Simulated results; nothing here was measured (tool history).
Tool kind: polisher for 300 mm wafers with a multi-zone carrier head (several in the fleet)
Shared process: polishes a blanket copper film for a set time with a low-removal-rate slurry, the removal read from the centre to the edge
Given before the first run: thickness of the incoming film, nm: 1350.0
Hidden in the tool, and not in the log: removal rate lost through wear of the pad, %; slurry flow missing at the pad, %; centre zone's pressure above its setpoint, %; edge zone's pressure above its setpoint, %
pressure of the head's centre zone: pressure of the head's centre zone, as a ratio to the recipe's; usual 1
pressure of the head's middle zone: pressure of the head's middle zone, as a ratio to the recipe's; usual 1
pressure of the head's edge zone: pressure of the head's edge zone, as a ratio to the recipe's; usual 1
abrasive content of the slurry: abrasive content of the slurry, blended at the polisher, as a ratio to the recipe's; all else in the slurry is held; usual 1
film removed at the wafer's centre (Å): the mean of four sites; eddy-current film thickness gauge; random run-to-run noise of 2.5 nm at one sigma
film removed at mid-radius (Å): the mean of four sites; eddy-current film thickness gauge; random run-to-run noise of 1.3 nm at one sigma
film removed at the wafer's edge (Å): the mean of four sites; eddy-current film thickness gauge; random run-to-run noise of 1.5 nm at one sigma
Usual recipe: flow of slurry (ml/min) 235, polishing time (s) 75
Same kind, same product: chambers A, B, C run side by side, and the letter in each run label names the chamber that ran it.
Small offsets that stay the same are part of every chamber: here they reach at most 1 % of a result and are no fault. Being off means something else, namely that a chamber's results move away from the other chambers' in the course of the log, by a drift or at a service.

| run | hour | flow of slurry (ml/min) | pressure of the head's centre zone | pressure of the head's middle zone | pressure of the head's edge zone | abrasive content of the slurry | polishing time (s) | wafers polished on this pad | hours since the slurry nozzle was cleaned | hours since the centre zone pressure was calibrated | hours since the edge zone pressure was calibrated | film removed at the wafer's centre (Å) | film removed at mid-radius (Å) | film removed at the wafer's edge (Å) |
|---|---|---|---|---|---|---|---|---|---|---|---|---|---|---|
| 1C | 3.8 | 235 | 1 | 1 | 1 | 1 | 75 | 43 | 276.6 | 764 | 194.6 | 1636.1 | 1679.8 | 1696.2 |
| 2B | 7.5 | 235 | 1 | 1 | 1 | 1 | 75 | 330 | 309.3 | 914.2 | 33.7 | 1721.6 | 1667.7 | 1695.2 |
|  | 10.8 | chamber A: worn pad replaced by a new one |
| 3A | 12.1 | 235 | 1 | 1 | 1 | 1 | 75 | 8 | 202.9 | 221.4 | 290.7 | 1636.7 | 1684.1 | 1684.5 |
| 4C | 16.8 | 235 | 1 | 1 | 1 | 1 | 75 | 124 | 289.6 | 777 | 207.6 | 1660.7 | 1660.9 | 1681.1 |
| 5A | 21.2 | 235 | 1 | 1 | 1 | 1 | 75 | 64 | 212 | 230.5 | 299.8 | 1678.2 | 1656.5 | 1655.2 |
| 6B | 24.7 | 235 | 1.04 | 1 | 1 | 1 | 90 | 436 | 326.5 | 931.4 | 50.9 | 2123.1 | 2005.1 | 2020.3 |
|  | 24.9 | chamber A: slurry nozzle cleaned |
| 7B | 28.6 | 235 | 1.04 | 1 | 1 | 1 | 90 | 460 | 330.4 | 935.3 | 54.8 | 2049.1 | 1991.7 | 2028 |
| 8A | 33.1 | 235 | 1.04 | 1 | 1 | 1 | 90 | 138 | 8.2 | 242.4 | 311.7 | 2047.8 | 2031.4 | 2045.1 |
| 9C | 38.5 | 235 | 1 | 1 | 1 | 1 | 75 | 258 | 311.3 | 798.7 | 229.3 | 1676.3 | 1676.3 | 1681.9 |
| 10C | 44.6 | 235 | 1 | 1 | 1 | 1 | 75 | 295 | 317.4 | 804.8 | 235.4 | 1709.3 | 1708.8 | 1678 |
| 11B | 48.2 | 235 | 0.94 | 1 | 1 | 1 | 75 | 581 | 350 | 954.9 | 74.4 | 1575.9 | 1681.8 | 1671.8 |
| 12A | 53.2 | 235 | 0.94 | 1 | 1 | 1 | 75 | 262 | 28.3 | 262.5 | 331.8 | 1556.2 | 1657.1 | 1677.9 |
| 13A | 58.9 | 235 | 0.94 | 1 | 1 | 1 | 75 | 297 | 34 | 268.2 | 337.5 | 1559.6 | 1653.9 | 1660.3 |
| 14C | 65 | 235 | 1 | 1 | 1 | 1 | 75 | 422 | 337.8 | 825.2 | 255.8 | 1666.5 | 1651.4 | 1664.6 |
| 15B | 70 | 235 | 1 | 1 | 1 | 1 | 75 | 716 | 371.8 | 976.7 | 96.2 | 1658.9 | 1695.7 | 1692 |
| 16A | 74.5 | 235 | 1 | 1 | 1 | 1 | 75 | 394 | 49.6 | 283.8 | 353.1 | 1706.7 | 1666.2 | 1683.4 |
| 17C | 78.9 | 235 | 1 | 1 | 1 | 1 | 75 | 508 | 351.7 | 839.1 | 269.7 | 1688.9 | 1652.3 | 1694.9 |
| 18B | 85 | 235 | 1 | 1 | 1 | 1 | 75 | 809 | 386.8 | 991.7 | 111.2 | 1713.3 | 1686.9 | 1710.7 |
| 19A | 90.9 | 235 | 1 | 1 | 1 | 1 | 75 | 495 | 66 | 300.2 | 369.5 | 1680.2 | 1653.3 | 1687.1 |
| 20B | 96.9 | 235 | 1 | 1 | 1 | 1 | 75 | 882 | 398.7 | 1003.6 | 123.1 | 1697.2 | 1679.4 | 1676.6 |
|  | 98.8 | chamber A: worn pad replaced by a new one |
| 21C | 100.9 | 235 | 1 | 1 | 1 | 1 | 75 | 644 | 373.7 | 861.1 | 291.7 | 1692.4 | 1660.2 | 1687.8 |
| 22A | 104 | 300 | 1 | 1 | 1 | 1 | 75 | 32 | 79.1 | 313.3 | 382.6 | 1696.7 | 1722.4 | 1698.5 |
| 23C | 107.1 | 300 | 1 | 1 | 1 | 1 | 75 | 682 | 379.9 | 867.3 | 297.9 | 1745.2 | 1708.8 | 1715.7 |
| 24B | 111.8 | 300 | 1 | 1 | 1 | 1 | 75 | 974 | 413.6 | 1018.5 | 138 | 1767.2 | 1734.1 | 1759.6 |
| 25A | 115.7 | 235 | 1 | 1 | 1 | 1 | 75 | 104 | 90.8 | 325 | 394.3 | 1667.5 | 1647.2 | 1678.5 |
|  | 116.6 | chamber B: slurry nozzle cleaned |
| 26C | 119.2 | 235 | 1 | 1 | 1 | 1 | 75 | 757 | 392 | 879.4 | 310 | 1663.2 | 1676.4 | 1687.2 |
| 27B | 123.1 | 235 | 1 | 1 | 1 | 1 | 75 | 1044 | 6.6 | 1029.8 | 149.3 | 1688.1 | 1691.8 | 1698.6 |
| 28A | 126.2 | 235 | 1 | 1 | 1 | 1 | 75 | 169 | 101.3 | 335.5 | 404.8 | 1676.1 | 1670.1 | 1678.4 |
| 29C | 130.6 | 235 | 1 | 1 | 1 | 1 | 75 | 827 | 403.4 | 890.8 | 321.4 | 1650.9 | 1651.1 | 1675.6 |
| 30B | 133.3 | 235 | 1 | 1 | 1 | 1 | 75 | 1107 | 16.8 | 1040 | 159.5 | 1732.4 | 1698.8 | 1677.2 |
| 31B | 136.3 | 235 | 1 | 1 | 1 | 1 | 75 | 1126 | 19.8 | 1043 | 162.5 | 1657.4 | 1680.3 | 1678.9 |
| 32A | 140.8 | 235 | 1 | 1 | 1 | 1 | 75 | 259 | 115.9 | 350.1 | 419.4 | 1671 | 1685.4 | 1651.1 |
| 33C | 144.7 | 235 | 1 | 1 | 1 | 1 | 75 | 914 | 417.5 | 904.9 | 335.5 | 1676.2 | 1682.8 | 1678.6 |
| 34A | 148.5 | 235 | 1 | 1 | 1 | 1 | 75 | 307 | 123.6 | 357.8 | 427.1 | 1617.6 | 1652.7 | 1658.1 |
|  | 149.4 | chamber B: worn pad replaced by a new one |
| 35B | 152.5 | 235 | 1 | 1 | 1 | 1 | 75 | 19 | 36 | 1059.2 | 178.7 | 1683.6 | 1697.3 | 1709.9 |
| 36C | 156.6 | 235 | 1 | 1 | 1 | 0.85 | 75 | 988 | 429.4 | 916.8 | 347.4 | 1612.3 | 1607.2 | 1627.1 |
|  | 159.3 | chamber C: worn pad replaced by a new one |
| 37C | 160.8 | 235 | 1 | 1 | 1 | 0.85 | 75 | 9 | 433.6 | 921 | 351.6 | 1628.4 | 1607.7 | 1629 |
| 38B | 164.4 | 235 | 1 | 1 | 1 | 0.85 | 75 | 93 | 47.9 | 1071.1 | 190.6 | 1661.1 | 1642.7 | 1658.3 |
| 39A | 167.1 | 235 | 1 | 1 | 1 | 1 | 75 | 422 | 142.2 | 376.4 | 445.7 | 1622.1 | 1663.4 | 1683.9 |
| 40A | 170 | 235 | 1 | 1 | 1 | 1 | 75 | 440 | 145.1 | 379.3 | 448.6 | 1689.5 | 1678.2 | 1646.2 |
| 41B | 176 | 235 | 1 | 1 | 1 | 1 | 75 | 164 | 59.5 | 1082.7 | 202.2 | 1676.4 | 1695 | 1689.9 |
| 42C | 181.6 | 235 | 1 | 1 | 1 | 1 | 75 | 138 | 454.4 | 941.8 | 372.4 | 1680.7 | 1686.1 | 1653.7 |

Each of the 3 chambers runs these same settings next. Fill in every chamber's results:
| 43A | 186 | 235 | 1 | 1.05 | 1 | 1 | 75 |  |  |  |  | ? | ? | ? |
| 43B | 186 | 235 | 1 | 1.05 | 1 | 1 | 75 |  |  |  |  | ? | ? | ? |
| 43C | 186 | 235 | 1 | 1.05 | 1 | 1 | 75 |  |  |  |  | ? | ? | ? |

| run | film removed at the wafer's centre (Å) | film removed at mid-radius (Å) | film removed at the wafer's edge (Å) |
|---|---|---|---|
| 43A | 1722.6 | 1768.7 | 1680.6 |
| 43B | 1737.4 | 1749.3 | 1692.3 |
| 43C | 1678.6 | 1748.5 | 1680.5 |

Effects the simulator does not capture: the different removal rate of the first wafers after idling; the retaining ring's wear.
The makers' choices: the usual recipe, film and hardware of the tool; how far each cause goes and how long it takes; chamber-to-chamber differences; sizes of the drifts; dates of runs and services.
